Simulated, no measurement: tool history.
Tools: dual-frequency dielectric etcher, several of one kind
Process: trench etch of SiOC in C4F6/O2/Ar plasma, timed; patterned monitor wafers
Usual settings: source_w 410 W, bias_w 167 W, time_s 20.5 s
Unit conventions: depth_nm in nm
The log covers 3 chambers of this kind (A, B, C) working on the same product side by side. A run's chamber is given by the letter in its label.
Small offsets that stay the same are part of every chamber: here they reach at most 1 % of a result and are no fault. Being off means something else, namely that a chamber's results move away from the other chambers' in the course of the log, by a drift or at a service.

run,hour,source_w,bias_w,time_s,hours since the last wet clean,hours since the last source power generator calibration,hours since the last bias power generator calibration,"read-back reference wafer on the same gauge, depth_nm",depth_nm
1C,11,410,167,20.5,286.3,1443.2,578.4,40.839,42.105
2B,21.1,410,167,20.5,579.8,95.2,1991.5,40.815,42.242
3A,35.6,410,167,20.5,165.9,3876.2,1235.5,40.836,42.289
4C,46.1,410,167,20.5,321.4,1478.3,613.5,40.787,41.975
5B,58.8,410,167,20.5,617.5,132.9,2029.2,40.821,42.195
6A,68.1,410,167,20.5,198.4,3908.7,1268,40.77,41.925
# hour 76.4: chamber B: wet clean of the chamber
7C,82.8,410,167,20.5,358.1,1515,650.2,40.786,41.824
8A,91.6,410,167,20.5,221.9,3932.2,1291.5,40.778,42.237
9B,99.6,410,167,20.5,23.2,173.7,2070,40.794,42.163
10C,107,410,167,20.5,382.3,1539.2,674.4,40.791,42.244
# hour 111: chamber A: source power generator calibrated
11B,122,410,167,20.5,45.6,196.1,2092.4,40.768,42.278
12A,133.3,410,167,20.5,263.6,22.4,1333.2,40.795,42.231
13C,147.6,410,167,26,422.9,1579.8,715,40.791,53.269
# hour 147.8: chamber C: wet clean of the chamber
14A,161.3,410,167,26,291.6,50.4,1361.2,40.815,53.26
15B,176.7,410,167,26,100.3,250.8,2147.1,40.809,53.716
16C,184.1,410,167,20.5,36.4,1616.3,751.5,40.795,40.214
17A,197.1,410,167,20.5,327.4,86.2,1397,40.81,41.914
18B,210.6,410,167,20.5,134.2,284.7,2181,40.812,42.107
19B,224,410,167,20.5,147.6,298.1,2194.4,40.804,42.427
20C,234.5,410,167,20.5,86.8,1666.7,801.9,40.81,39.754
21A,249.3,410,167,20.5,379.6,138.4,1449.2,40.794,41.908
22C,261.3,410,167,20.5,113.6,1693.5,828.7,40.806,40.157
23B,268.9,410,167,20.5,192.5,343,2239.3,40.813,42.313
24A,278.2,410,167,20.5,408.5,167.3,1478.1,40.778,41.878
25A,291.7,370,167,26,422,180.8,1491.6,40.795,51.162
26C,299.3,370,167,26,151.6,1731.5,866.7,40.765,48.564
27B,313.2,370,167,26,236.8,387.3,2283.6,40.845,51.402
28C,320.4,410,167,20.5,172.7,1752.6,887.8,40.807,39.926
29B,334.8,410,167,20.5,258.4,408.9,2305.2,40.801,42.013
30A,349.8,410,167,20.5,480.1,238.9,1549.7,40.833,42.215
31C,357.4,410,167,20.5,209.7,1789.6,924.8,40.797,40.134

Is one chamber out of step, is the gauge drifting, or do the chambers differ by no more than their own small offsets? For an off chamber, give its letter and the likeliest cause.

Chamber C has stood off from the others ever since a service on it.
Cause: etch rate under this chamber's usual, % = 4.43.

Below are 4 candidate recipes for chamber C's next run, each the usual settings with a change, their results shown as question marks. Which of them brings C's results back in line with what the other chambers give on the usual settings?
Maximum distance from the other chambers' mean on the usual settings for a result to count as in line: depth_nm 0.54 nm
32C-1,369,410,169,21.5,,,,,?
32C-2,369,410,165,19.5,,,,,?
32C-3,369,410,167,23,,,,,?
32C-4,369,410,163,18.5,,,,,?

The other chambers' mean on the usual settings: depth_nm 42.132 nm
run,depth_nm
32C-1,42.1
32C-2,37.897
32C-3,44.869
32C-4,35.816
32C-1 brings the chamber back in line.
